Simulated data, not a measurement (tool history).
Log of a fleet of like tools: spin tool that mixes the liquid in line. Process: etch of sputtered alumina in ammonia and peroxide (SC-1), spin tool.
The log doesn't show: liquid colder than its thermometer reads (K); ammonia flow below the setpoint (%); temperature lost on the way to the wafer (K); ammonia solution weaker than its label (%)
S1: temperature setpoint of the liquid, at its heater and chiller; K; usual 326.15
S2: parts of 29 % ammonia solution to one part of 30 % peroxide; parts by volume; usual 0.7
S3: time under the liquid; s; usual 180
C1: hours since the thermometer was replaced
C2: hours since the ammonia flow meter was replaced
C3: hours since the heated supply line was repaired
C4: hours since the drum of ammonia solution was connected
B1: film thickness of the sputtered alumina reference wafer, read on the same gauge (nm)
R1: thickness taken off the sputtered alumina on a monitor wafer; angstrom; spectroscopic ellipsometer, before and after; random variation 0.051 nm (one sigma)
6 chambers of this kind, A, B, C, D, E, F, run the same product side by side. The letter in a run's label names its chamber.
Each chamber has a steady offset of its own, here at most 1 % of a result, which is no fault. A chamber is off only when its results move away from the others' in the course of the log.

run   hour      S1    S2   S3      C1      C2      C3     C4      B1      R1
 1F     14  326.15   0.7  180   209.3  1738.2   408.6   93.6  80.007  68.498
 2C   23.6  326.15   0.7  180   907.2   487.9   881.3  462.6  80.032  68.049
 3B   34.5  326.15   0.7  180   663.5   977.7  1851.5  233.6  80.023  67.907
 4E   42.6  326.15   0.7  180   835.6    1344  2991.6  162.3   80.01  69.608
 5A   56.7  326.15   0.7  180   758.3  1843.8  3384.9    244  79.987  68.011
 6D   63.3  326.15   0.7  180    85.1  1155.6   864.8  102.2  79.995  68.459
      75.1  -- chamber E: ammonia flow meter replaced
 7D   77.3  326.15   0.7  180    99.1  1169.6   878.8  116.2  79.953  68.433
 8F   87.8  326.15   0.7  180   283.1    1812   482.4  167.4  79.968  68.984
      89.7  -- chamber D: ammonia flow meter replaced
 9C   94.8  326.15   0.7  180   978.4   559.1   952.5  533.8  79.988  68.108
10A  107.9  326.15   0.7  180   809.5    1895  3436.1  295.2   80.01  67.734
11B    121  326.15   0.4  115     750  1064.2    1938  320.1  79.991      41
     121.9  -- chamber A: heated supply line repaired
12E  127.4  326.15   0.4  115   920.4    52.3  3076.4  247.1  80.008  42.504
13E  137.6  326.15   0.4  115   930.6    62.5  3086.6  257.3  79.974  42.008
     139.9  -- chamber F: ammonia flow meter replaced
14C  148.8  326.15   0.4  115  1032.4   613.1  1006.5  587.8  80.039  41.249
15F  158.1  326.15   0.4  115   353.4    18.3   552.7  237.7      80   41.48
16B  165.4  326.15   0.4  115   794.4  1108.6  1982.4  364.5  80.037  41.361
17D    172  326.15   0.7  180   193.8    82.3   973.5  210.9   79.99  67.834
       175  -- chamber C: ammonia flow meter replaced
18A  183.3  326.15   0.7  180   884.9  1970.4    61.4  370.6   79.98  67.854
19B  193.9  326.15   0.4  265   822.9  1137.1  2010.9    393  79.983  95.426
20E  202.3  326.15   0.4  265   995.3   127.2  3151.3    322  80.025   95.61
     212.6  -- chamber E: heated supply line repaired
21F    214  326.15   0.4  265   409.3    74.2   608.6  293.6  79.972  95.844
22A  221.1  326.15   0.4  265   922.7  2008.2    99.2  408.4  80.013  96.057
     224.5  -- chamber C: new drum of ammonia solution connected
23C    232  326.15   0.4  265  1115.6    57.1  1089.7    7.5  80.031  96.096
24D  242.4  326.15   0.4  265   264.2   152.7  1043.9  281.3  80.005  94.421
25D  249.1  326.15   0.7  180   270.9   159.4  1050.6    288  79.991  67.932
     249.7  -- chamber E: new drum of ammonia solution connected
26B  261.4  326.15   0.7  180   890.4  1204.6  2078.4  460.5  80.006  67.028
27F  271.9  326.15  0.55  180   467.2   132.1   666.5  351.5  79.967  67.228
     275.6  -- chamber B: thermometer replaced
28C  280.9  326.15  0.55  180  1164.5     106  1138.6   56.4  79.979  67.636
29E  292.6  326.15  0.55  180  1085.6   217.5      80   42.9  79.955  67.194
30A  303.3  326.15  0.55  180  1004.9  2090.4   181.4  490.6  80.019  66.179
     310.6  -- chamber A: ammonia flow meter replaced
31D  314.3  326.15  0.55  180   336.1   224.6  1115.8  353.2   80.03  66.357
32E  325.8  326.15  0.55  180  1118.8   250.7   113.2   76.1  79.967  67.651
33A  338.5  326.15   0.7  180  1040.1    27.9   216.6  525.8  80.006  69.436
34B  351.2  326.15   0.7  180    75.6  1294.4  2168.2  550.3  80.019  65.575
35F  362.8  326.15   0.7  180   558.1     223   757.4  442.4  79.988  69.553
36C  369.9  326.15   0.7  180  1253.5     195  1227.6  145.4      80  68.251
     371.4  -- chamber C: heated supply line repaired
37B  376.6  326.15   0.7  180     101  1319.8  2193.6  575.7  80.047  64.625
38C  389.2  326.15   0.7  180  1272.8   214.3    17.9  164.7  79.988  68.813
39F  401.8  326.15   0.7  180   597.1     262   796.4  481.4  80.004  68.986
40A  414.7  326.15   0.7  180  1116.3   104.1   292.8    602  79.991  69.051
41D  426.2  326.15   0.7  180     448   336.5  1227.7  465.1  80.008  67.079
42E  436.3  321.15   0.8  180  1229.3   361.2   223.7  186.6  79.968  53.723
43F  448.3  321.15   0.8  180   643.6   308.5   842.9  527.9  79.998   53.32
44B  460.5  321.15   0.8  180   184.9  1403.7  2277.5  659.6  79.999  48.959

All 6 chambers run these settings next. Forecast each chamber's results:
45A  470.6  326.15  0.7  180                       ?
45B  470.6  326.15  0.7  180                       ?
45C  470.6  326.15  0.7  180                       ?
45D  470.6  326.15  0.7  180                       ?
45E  470.6  326.15  0.7  180                       ?
45F  470.6  326.15  0.7  180                       ?

run      R1
45A  69.136
45B  62.901
45C  68.054
45D  68.526
45E  69.439
45F  68.807
